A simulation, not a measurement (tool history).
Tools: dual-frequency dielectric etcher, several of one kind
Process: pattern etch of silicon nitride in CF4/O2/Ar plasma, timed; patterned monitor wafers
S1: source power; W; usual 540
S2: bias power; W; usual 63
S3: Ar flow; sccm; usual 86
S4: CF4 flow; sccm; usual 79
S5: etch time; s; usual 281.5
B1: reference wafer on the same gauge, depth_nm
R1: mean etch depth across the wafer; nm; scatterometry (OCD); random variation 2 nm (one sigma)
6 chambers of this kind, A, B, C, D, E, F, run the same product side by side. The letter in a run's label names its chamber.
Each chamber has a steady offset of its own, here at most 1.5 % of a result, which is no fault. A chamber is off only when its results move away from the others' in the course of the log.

| run | hour | S1 | S2 | S3 | S4 | S5 | B1 | R1 |
|---|---|---|---|---|---|---|---|---|
| 1D | 9.3 | 540 | 63 | 86 | 79 | 281.5 | 611.94 | 611.57 |
| 2E | 14.4 | 540 | 63 | 86 | 79 | 281.5 | 611.55 | 614.88 |
|  | 17.5 | chamber D: source power generator calibrated |
| 3C | 22.7 | 540 | 63 | 86 | 79 | 281.5 | 612.56 | 610.99 |
| 4A | 29.0 | 540 | 63 | 86 | 79 | 281.5 | 612.16 | 616.14 |
|  | 29.1 | chamber D: wet clean of the chamber |
| 5B | 36.6 | 540 | 63 | 86 | 79 | 281.5 | 612.40 | 626.42 |
| 6F | 43.1 | 540 | 63 | 86 | 79 | 281.5 | 612.40 | 615.13 |
| 7C | 51.6 | 540 | 63 | 86 | 79 | 281.5 | 612.24 | 605.04 |
| 8A | 58.9 | 540 | 68 | 86 | 65 | 281.5 | 612.38 | 624.09 |
|  | 61.0 | chamber D: bias power generator calibrated |
| 9E | 67.3 | 540 | 68 | 86 | 65 | 281.5 | 611.56 | 622.83 |
|  | 69.2 | chamber E: wet clean of the chamber |
| 10B | 76.5 | 540 | 68 | 86 | 65 | 281.5 | 611.60 | 630.28 |
|  | 79.3 | chamber A: Ar flow controller replaced |
| 11F | 82.3 | 540 | 68 | 86 | 65 | 281.5 | 611.77 | 624.25 |
| 12D | 91.2 | 540 | 68 | 86 | 65 | 281.5 | 611.76 | 620.70 |
| 13F | 101.0 | 540 | 68 | 86 | 65 | 281.5 | 612.34 | 622.88 |
|  | 107.8 | chamber B: bias power generator calibrated |
| 14D | 107.9 | 540 | 63 | 86 | 79 | 281.5 | 611.86 | 611.44 |
| 15C | 114.5 | 540 | 63 | 86 | 79 | 281.5 | 611.60 | 611.19 |
| 16A | 123.5 | 540 | 63 | 86 | 79 | 281.5 | 611.69 | 615.38 |
|  | 129.9 | chamber E: bias power generator calibrated |
| 17B | 133.6 | 540 | 63 | 86 | 79 | 281.5 | 611.84 | 622.99 |
| 18E | 142.4 | 540 | 63 | 86 | 79 | 281.5 | 612.68 | 613.45 |
| 19D | 151.0 | 540 | 63 | 100 | 71 | 281.5 | 612.32 | 593.87 |
| 20C | 160.0 | 540 | 63 | 100 | 71 | 281.5 | 612.40 | 587.25 |
|  | 164.8 | chamber C: wet clean of the chamber |
| 21F | 170.3 | 540 | 63 | 100 | 71 | 281.5 | 612.21 | 598.72 |
| 22A | 177.7 | 540 | 63 | 100 | 71 | 281.5 | 612.76 | 598.84 |
| 23B | 183.9 | 540 | 63 | 100 | 71 | 281.5 | 612.01 | 606.59 |
| 24E | 190.2 | 540 | 63 | 100 | 71 | 281.5 | 611.88 | 599.21 |
| 25B | 197.1 | 540 | 63 | 86 | 79 | 281.5 | 612.28 | 625.97 |
|  | 201.9 | chamber A: wet clean of the chamber |
| 26A | 205.4 | 540 | 63 | 86 | 79 | 281.5 | 612.33 | 615.96 |
|  | 213.0 | chamber E: CF4 flow controller replaced |
| 27E | 213.6 | 540 | 63 | 86 | 79 | 281.5 | 612.13 | 619.73 |
|  | 218.5 | chamber B: source power generator calibrated |
| 28C | 218.9 | 540 | 63 | 86 | 79 | 281.5 | 612.04 | 630.41 |
| 29D | 227.0 | 540 | 63 | 95 | 79 | 281.5 | 612.35 | 603.76 |
| 30F | 235.1 | 540 | 63 | 95 | 79 | 281.5 | 611.70 | 608.96 |
| 31A | 242.5 | 540 | 63 | 95 | 79 | 281.5 | 612.55 | 610.13 |
| 32E | 251.6 | 540 | 63 | 95 | 79 | 281.5 | 612.08 | 610.43 |
|  | 252.9 | chamber F: Ar flow controller replaced |
| 33F | 258.6 | 540 | 63 | 95 | 79 | 281.5 | 611.90 | 610.83 |
| 34C | 269.0 | 540 | 63 | 95 | 79 | 281.5 | 611.97 | 624.24 |
| 35D | 276.4 | 540 | 63 | 86 | 79 | 281.5 | 612.65 | 611.83 |
| 36B | 283.9 | 540 | 63 | 86 | 79 | 281.5 | 612.24 | 623.13 |
| 37B | 292.6 | 540 | 63 | 86 | 79 | 281.5 | 611.89 | 626.94 |

Is one chamber off against the others, does the gauge drift, or is nothing wrong? If a chamber is off, say which, and what the likeliest cause is.

A service left chamber C off against the others.
Cause: etch rate over this chamber's usual, % = 3.85.

Here are 4 candidates for chamber C's next run, each the usual settings with a change, their results left as question marks. Which one brings its results back in line with what the others give on the usual settings?
In line means no further than this from the other chambers' mean on the usual settings: R1 7.00 nm
| 38C-1 | 300.1 | 550 | 63 | 86 | 79 | 289.5 |  | ? |
| 38C-2 | 300.1 | 540 | 63 | 86 | 56 | 281.5 |  | ? |
| 38C-3 | 300.1 | 550 | 64 | 86 | 79 | 281.5 |  | ? |
| 38C-4 | 300.1 | 540 | 59 | 86 | 78 | 281.5 |  | ? |

The other chambers' mean on the usual settings: R1 617.50 nm
| run | R1 |
|---|---|
| 38C-1 | 661.96 |
| 38C-2 | 606.58 |
| 38C-3 | 647.70 |
| 38C-4 | 616.31 |
38C-4 brings the chamber back in line.

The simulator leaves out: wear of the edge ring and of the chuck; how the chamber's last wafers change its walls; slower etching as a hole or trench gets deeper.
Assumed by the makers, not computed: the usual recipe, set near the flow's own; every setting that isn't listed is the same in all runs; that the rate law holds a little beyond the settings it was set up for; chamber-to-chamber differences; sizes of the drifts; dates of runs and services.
